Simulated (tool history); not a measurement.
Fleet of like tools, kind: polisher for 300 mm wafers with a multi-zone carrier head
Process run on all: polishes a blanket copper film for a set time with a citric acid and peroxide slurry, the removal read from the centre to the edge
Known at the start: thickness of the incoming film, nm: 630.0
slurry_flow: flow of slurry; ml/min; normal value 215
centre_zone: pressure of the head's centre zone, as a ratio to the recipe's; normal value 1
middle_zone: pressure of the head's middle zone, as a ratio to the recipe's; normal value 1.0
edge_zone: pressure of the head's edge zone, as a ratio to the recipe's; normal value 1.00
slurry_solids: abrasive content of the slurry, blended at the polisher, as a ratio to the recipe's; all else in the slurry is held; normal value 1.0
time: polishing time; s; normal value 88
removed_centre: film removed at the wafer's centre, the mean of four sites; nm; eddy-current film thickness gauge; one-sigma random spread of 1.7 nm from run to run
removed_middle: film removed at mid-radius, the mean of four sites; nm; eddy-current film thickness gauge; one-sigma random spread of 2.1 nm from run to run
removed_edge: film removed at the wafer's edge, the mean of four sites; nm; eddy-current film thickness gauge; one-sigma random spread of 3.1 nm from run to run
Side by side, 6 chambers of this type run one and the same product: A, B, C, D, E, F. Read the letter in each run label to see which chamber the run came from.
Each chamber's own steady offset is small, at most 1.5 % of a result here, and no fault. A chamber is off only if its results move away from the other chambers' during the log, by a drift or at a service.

At hour 4.3: chamber D: worn pad replaced by a new one.
Run 1C, hour 4.6: usual settings. Result: removed_centre 260.71 nm, removed_middle 256.11 nm, removed_edge 256.41 nm.
Run 2E, hour 8.4: usual settings. Result: removed_centre 256.49 nm, removed_middle 261.89 nm, removed_edge 256.61 nm.
At hour 9.0: chamber F: slurry nozzle cleaned.
At hour 9.5: chamber C: edge zone pressure recalibrated.
Run 3D, hour 11.7: usual settings. Result: removed_centre 255.89 nm, removed_middle 257.75 nm, removed_edge 254.42 nm.
Run 4F, hour 15.8: usual settings. Result: removed_centre 258.75 nm, removed_middle 264.07 nm, removed_edge 256.34 nm.
At hour 16.8: chamber A: worn pad replaced by a new one.
Run 5B, hour 20.5: usual settings but middle_zone 1.1, edge_zone 0.94. Result: removed_centre 254.70 nm, removed_middle 283.77 nm, removed_edge 248.99 nm.
At hour 26.6: chamber E: edge zone pressure recalibrated.
Run 6A, hour 26.8: usual settings but middle_zone 1.1, edge_zone 0.94. Result: removed_centre 255.93 nm, removed_middle 282.23 nm, removed_edge 247.01 nm.
Run 7B, hour 31.0: usual settings but middle_zone 1.1, edge_zone 0.94. Result: removed_centre 255.69 nm, removed_middle 284.70 nm, removed_edge 253.89 nm.
At hour 34.3: chamber C: worn pad replaced by a new one.
Run 8A, hour 35.3: usual settings but middle_zone 1.1, edge_zone 0.94. Result: removed_centre 258.39 nm, removed_middle 286.30 nm, removed_edge 252.15 nm.
At hour 37.7: chamber E: centre zone pressure recalibrated.
At hour 37.8: chamber E: slurry nozzle cleaned.
At hour 39.5: chamber B: worn pad replaced by a new one.
Run 9C, hour 41.3: usual settings but middle_zone 1.1, edge_zone 0.94. Result: removed_centre 259.26 nm, removed_middle 280.82 nm, removed_edge 245.91 nm.
Run 10E, hour 44.3: usual settings but middle_zone 1.1, edge_zone 0.94. Result: removed_centre 260.65 nm, removed_middle 284.01 nm, removed_edge 251.79 nm.
At hour 50.2: chamber F: worn pad replaced by a new one.
Run 11D, hour 50.9: usual settings. Result: removed_centre 259.30 nm, removed_middle 258.76 nm, removed_edge 255.86 nm.
At hour 51.4: chamber E: worn pad replaced by a new one.
Run 12F, hour 54.6: usual settings. Result: removed_centre 257.98 nm, removed_middle 260.04 nm, removed_edge 255.34 nm.
Run 13E, hour 60.0: usual settings but slurry_flow 250 ml/min, edge_zone 0.96. Result: removed_centre 266.46 nm, removed_middle 263.27 nm, removed_edge 256.77 nm.
Run 14A, hour 65.1: usual settings but slurry_flow 250 ml/min, edge_zone 0.96. Result: removed_centre 260.73 nm, removed_middle 263.96 nm, removed_edge 251.89 nm.
Run 15F, hour 68.0: usual settings but slurry_flow 250 ml/min, edge_zone 0.96. Result: removed_centre 256.55 nm, removed_middle 269.74 nm, removed_edge 251.89 nm.
Run 16C, hour 71.2: usual settings but slurry_flow 250 ml/min, edge_zone 0.96. Result: removed_centre 264.30 nm, removed_middle 261.39 nm, removed_edge 256.29 nm.
At hour 75.9: chamber B: edge zone pressure recalibrated.
Run 17D, hour 76.4: usual settings but slurry_flow 250 ml/min, edge_zone 0.96. Result: removed_centre 264.30 nm, removed_middle 262.89 nm, removed_edge 253.45 nm.
Run 18B, hour 79.3: usual settings but slurry_flow 250 ml/min, edge_zone 0.96. Result: removed_centre 260.84 nm, removed_middle 267.01 nm, removed_edge 256.33 nm.
Run 19F, hour 83.4: usual settings. Result: removed_centre 248.19 nm, removed_middle 261.20 nm, removed_edge 252.98 nm.
At hour 84.7: chamber A: slurry nozzle cleaned.
At hour 86.7: chamber C: worn pad replaced by a new one.
At hour 87.6: chamber D: worn pad replaced by a new one.
Run 20A, hour 88.0: usual settings. Result: removed_centre 258.46 nm, removed_middle 259.12 nm, removed_edge 251.50 nm.
Run 21B, hour 93.6: usual settings. Result: removed_centre 255.48 nm, removed_middle 261.91 nm, removed_edge 250.36 nm.
Run 22E, hour 99.5: usual settings but slurry_flow 160 ml/min, slurry_solids 0.8. Result: removed_centre 236.36 nm, removed_middle 239.66 nm, removed_edge 242.76 nm.
Run 23C, hour 105.8: usual settings but slurry_flow 160 ml/min, slurry_solids 0.8. Result: removed_centre 231.44 nm, removed_middle 233.57 nm, removed_edge 231.53 nm.
Run 24D, hour 111.2: usual settings but slurry_flow 160 ml/min, slurry_solids 0.8. Result: removed_centre 230.37 nm, removed_middle 234.79 nm, removed_edge 235.25 nm.
At hour 113.5: chamber B: worn pad replaced by a new one.
Run 25A, hour 116.0: usual settings but slurry_flow 160 ml/min, slurry_solids 0.8. Result: removed_centre 232.61 nm, removed_middle 233.44 nm, removed_edge 236.21 nm.
Run 26C, hour 120.3: usual settings but slurry_flow 160 ml/min, slurry_solids 0.8. Result: removed_centre 235.39 nm, removed_middle 234.23 nm, removed_edge 231.24 nm.
Run 27E, hour 123.2: usual settings but slurry_flow 160 ml/min, slurry_solids 0.8. Result: removed_centre 234.22 nm, removed_middle 238.63 nm, removed_edge 240.04 nm.
Run 28F, hour 128.0: usual settings. Result: removed_centre 242.91 nm, removed_middle 257.14 nm, removed_edge 252.00 nm.
Run 29D, hour 132.7: usual settings. Result: removed_centre 255.53 nm, removed_middle 255.42 nm, removed_edge 258.74 nm.
At hour 133.2: chamber C: worn pad replaced by a new one.
Run 30B, hour 138.6: usual settings. Result: removed_centre 256.10 nm, removed_middle 261.18 nm, removed_edge 255.98 nm.
Run 31B, hour 143.3: usual settings but slurry_flow 180 ml/min. Result: removed_centre 251.03 nm, removed_middle 252.31 nm, removed_edge 253.78 nm.
At hour 144.2: chamber A: worn pad replaced by a new one.
Run 32C, hour 149.4: usual settings but slurry_flow 180 ml/min. Result: removed_centre 250.70 nm, removed_middle 251.01 nm, removed_edge 252.01 nm.
At hour 153.8: chamber F: worn pad replaced by a new one.
Run 33A, hour 154.6: usual settings but slurry_flow 180 ml/min. Result: removed_centre 250.95 nm, removed_middle 250.26 nm, removed_edge 253.48 nm.
Run 34F, hour 161.3: usual settings but slurry_flow 180 ml/min. Result: removed_centre 237.38 nm, removed_middle 254.20 nm, removed_edge 245.88 nm.
At hour 163.4: chamber E: worn pad replaced by a new one.
Run 35E, hour 167.1: usual settings but slurry_flow 180 ml/min. Result: removed_centre 254.29 nm, removed_middle 252.33 nm, removed_edge 261.79 nm.
Run 36D, hour 171.8: usual settings but slurry_flow 180 ml/min. Result: removed_centre 248.43 nm, removed_middle 251.61 nm, removed_edge 253.47 nm.
Run 37E, hour 178.5: usual settings. Result: removed_centre 256.45 nm, removed_middle 257.86 nm, removed_edge 254.23 nm.
Run 38A, hour 181.8: usual settings. Result: removed_centre 255.56 nm, removed_middle 259.39 nm, removed_edge 254.66 nm.
Run 39D, hour 184.8: usual settings. Result: removed_centre 255.76 nm, removed_middle 255.22 nm, removed_edge 254.74 nm.
Run 40C, hour 189.3: usual settings. Result: removed_centre 260.14 nm, removed_middle 258.14 nm, removed_edge 256.40 nm.

Read the log: is a single chamber off, either drifting away or since a service, is the gauge that measures every chamber drifting, or is nothing wrong beyond small per-chamber offsets? Name any odd chamber and what most likely caused it.

One chamber, F, drifts off from the rest bit by bit.
Cause: centre zone's pressure below its setpoint, % = 5.58.

Here are 4 candidates for chamber F's next run, each the usual settings with a change, their results left as question marks. Which one brings its results back in line with what the others give on the usual settings?
Allowed miss from the other chambers' usual-settings mean, per result, to count as in line: removed_centre 6.00 nm; removed_middle 7.20 nm; removed_edge 11.00 nm
Run 41F-1, hour 194.1: usual settings but slurry_flow 210 ml/min, centre_zone 0.92, middle_zone 1.05, edge_zone 1.01, time 86 s. Result: removed_centre ?, removed_middle ?, removed_edge ?.
Run 41F-2, hour 194.1: usual settings but slurry_flow 220 ml/min, centre_zone 1.08, middle_zone 0.95, edge_zone 0.99, time 91 s. Result: removed_centre ?, removed_middle ?, removed_edge ?.
Run 41F-3, hour 194.1: usual settings but centre_zone 1.04, middle_zone 0.97, time 89 s. Result: removed_centre ?, removed_middle ?, removed_edge ?.
Run 41F-4, hour 194.1: usual settings but centre_zone 0.96, middle_zone 1.03, time 87 s. Result: removed_centre ?, removed_middle ?, removed_edge ?.

Mean of the other chambers on the usual settings: removed_centre 256.99 nm; removed_middle 258.24 nm; removed_edge 257.48 nm
  run  removed_centre  removed_middle  removed_edge
41F-1          215.42          263.90        247.75
41F-2          273.84          256.49        260.99
41F-3          256.11          254.87        255.95
41F-4          229.27          263.14        249.98
The right change is 41F-3: it brings the chamber back within the allowed miss of the others.
